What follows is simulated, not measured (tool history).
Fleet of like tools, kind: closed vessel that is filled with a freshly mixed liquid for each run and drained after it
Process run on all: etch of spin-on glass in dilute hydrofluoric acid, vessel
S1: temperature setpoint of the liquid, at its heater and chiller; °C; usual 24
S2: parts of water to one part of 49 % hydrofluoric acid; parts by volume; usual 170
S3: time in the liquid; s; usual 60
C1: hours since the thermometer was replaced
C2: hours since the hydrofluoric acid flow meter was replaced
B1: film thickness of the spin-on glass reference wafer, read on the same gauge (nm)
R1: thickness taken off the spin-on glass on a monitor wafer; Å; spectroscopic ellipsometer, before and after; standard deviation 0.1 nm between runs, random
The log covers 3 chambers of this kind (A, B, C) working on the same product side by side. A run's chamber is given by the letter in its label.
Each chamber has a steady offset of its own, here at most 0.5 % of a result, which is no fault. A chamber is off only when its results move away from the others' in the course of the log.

run 1C hour=4.8 | S1=24 S2=170 S3=60 | C1=234.9 C2=137.1 | B1=60.044 | R1=138.3
run 2B hour=8.6 | S1=24 S2=170 S3=60 | C1=486.5 C2=93.1 | B1=59.998 | R1=135.09
run 3A hour=13.6 | S1=24 S2=170 S3=60 | C1=1006.9 C2=15.6 | B1=59.98 | R1=136.91
run 4C hour=21.4 | S1=24 S2=170 S3=60 | C1=251.5 C2=153.7 | B1=60.023 | R1=134.16
run 5A hour=27.3 | S1=24 S2=170 S3=60 | C1=1020.6 C2=29.3 | B1=59.996 | R1=136.45
run 6B hour=34 | S1=24 S2=170 S3=60 | C1=511.9 C2=118.5 | B1=60.005 | R1=137.52
run 7C hour=37.7 | S1=24 S2=170 S3=60 | C1=267.8 C2=170 | B1=60.035 | R1=138.44
run 8B hour=43.7 | S1=24 S2=170 S3=60 | C1=521.6 C2=128.2 | B1=60.004 | R1=137.65
run 9A hour=48 | S1=24 S2=170 S3=60 | C1=1041.3 C2=50 | B1=59.993 | R1=137.22
run 10C hour=54.7 | S1=24 S2=170 S3=60 | C1=284.8 C2=187 | B1=60.028 | R1=138.87
run 11B hour=62.3 | S1=24 S2=170 S3=60 | C1=540.2 C2=146.8 | B1=60 | R1=137.63
run 12A hour=67.8 | S1=24 S2=170 S3=60 | C1=1061.1 C2=69.8 | B1=60.018 | R1=137.34
run 13A hour=74.2 | S1=24 S2=170 S3=60 | C1=1067.5 C2=76.2 | B1=59.995 | R1=137.37
run 14C hour=78.2 | S1=24 S2=170 S3=60 | C1=308.3 C2=210.5 | B1=59.999 | R1=136.99
run 15B hour=84.9 | S1=24 S2=170 S3=60 | C1=562.8 C2=169.4 | B1=59.992 | R1=140.55
run 16C hour=89.9 | S1=24 S2=170 S3=60 | C1=320 C2=222.2 | B1=60.036 | R1=135.5
run 17A hour=95.5 | S1=24 S2=170 S3=60 | C1=1088.8 C2=97.5 | B1=59.966 | R1=138.32
run 18B hour=99.6 | S1=24 S2=170 S3=60 | C1=577.5 C2=184.1 | B1=59.994 | R1=139.28
run 19C hour=107.3 | S1=24 S2=170 S3=60 | C1=337.4 C2=239.6 | B1=60 | R1=137.22
run 20B hour=112.1 | S1=21.5 S2=225 S3=60 | C1=590 C2=196.6 | B1=59.995 | R1=91.647
run 21A hour=120.2 | S1=21.5 S2=225 S3=60 | C1=1113.5 C2=122.2 | B1=60.037 | R1=89.987
run 22A hour=125.6 | S1=21.5 S2=225 S3=60 | C1=1118.9 C2=127.6 | B1=60.034 | R1=87.347
run 23B hour=130.6 | S1=24 S2=170 S3=60 | C1=608.5 C2=215.1 | B1=59.999 | R1=140.26
run 24C hour=137.8 | S1=24 S2=170 S3=60 | C1=367.9 C2=270.1 | B1=60.011 | R1=134.42
run 25C hour=141.9 | S1=24 S2=170 S3=60 | C1=372 C2=274.2 | B1=59.964 | R1=136.71
run 26A hour=147.9 | S1=24 S2=170 S3=60 | C1=1141.2 C2=149.9 | B1=60.024 | R1=135.53
run 27B hour=152.4 | S1=24 S2=170 S3=60 | C1=630.3 C2=236.9 | B1=59.964 | R1=140.53

Which is it: a chamber that has drifted or been left off by a service, a gauge drift common to all chambers, or only each chamber's usual small offset? If a chamber is off, name it and its likeliest cause.

Chamber B drifts away from the others.
Most likely cause: liquid hotter than its thermometer reads (K) = 1.12.
The log might look much the same if the cause were instead: hydrofluoric acid flow above the setpoint (%).

Here are 4 candidates for chamber B's next run, each the usual settings with a change, their results left as question marks. Which one brings its results back in line with what the others give on the usual settings?
To be in line, a result may differ from the other chambers' mean on the usual settings by at most: R1 3.5 Å
run 28B-1 hour=158.4 | S1=21.5 S2=170 S3=60 | R1=?
run 28B-2 hour=158.4 | S1=24 S2=175 S3=60 | R1=?
run 28B-3 hour=158.4 | S1=24 S2=170 S3=65 | R1=?
run 28B-4 hour=158.4 | S1=24 S2=165 S3=60 | R1=?

Usual-settings mean across the other chambers: R1 137.02 Å
run=28B-1 R1=129.85
run=28B-2 R1=137.7
run=28B-3 R1=154.37
run=28B-4 R1=147.58
The right change is 28B-2: it brings the chamber back within the allowed miss of the others.
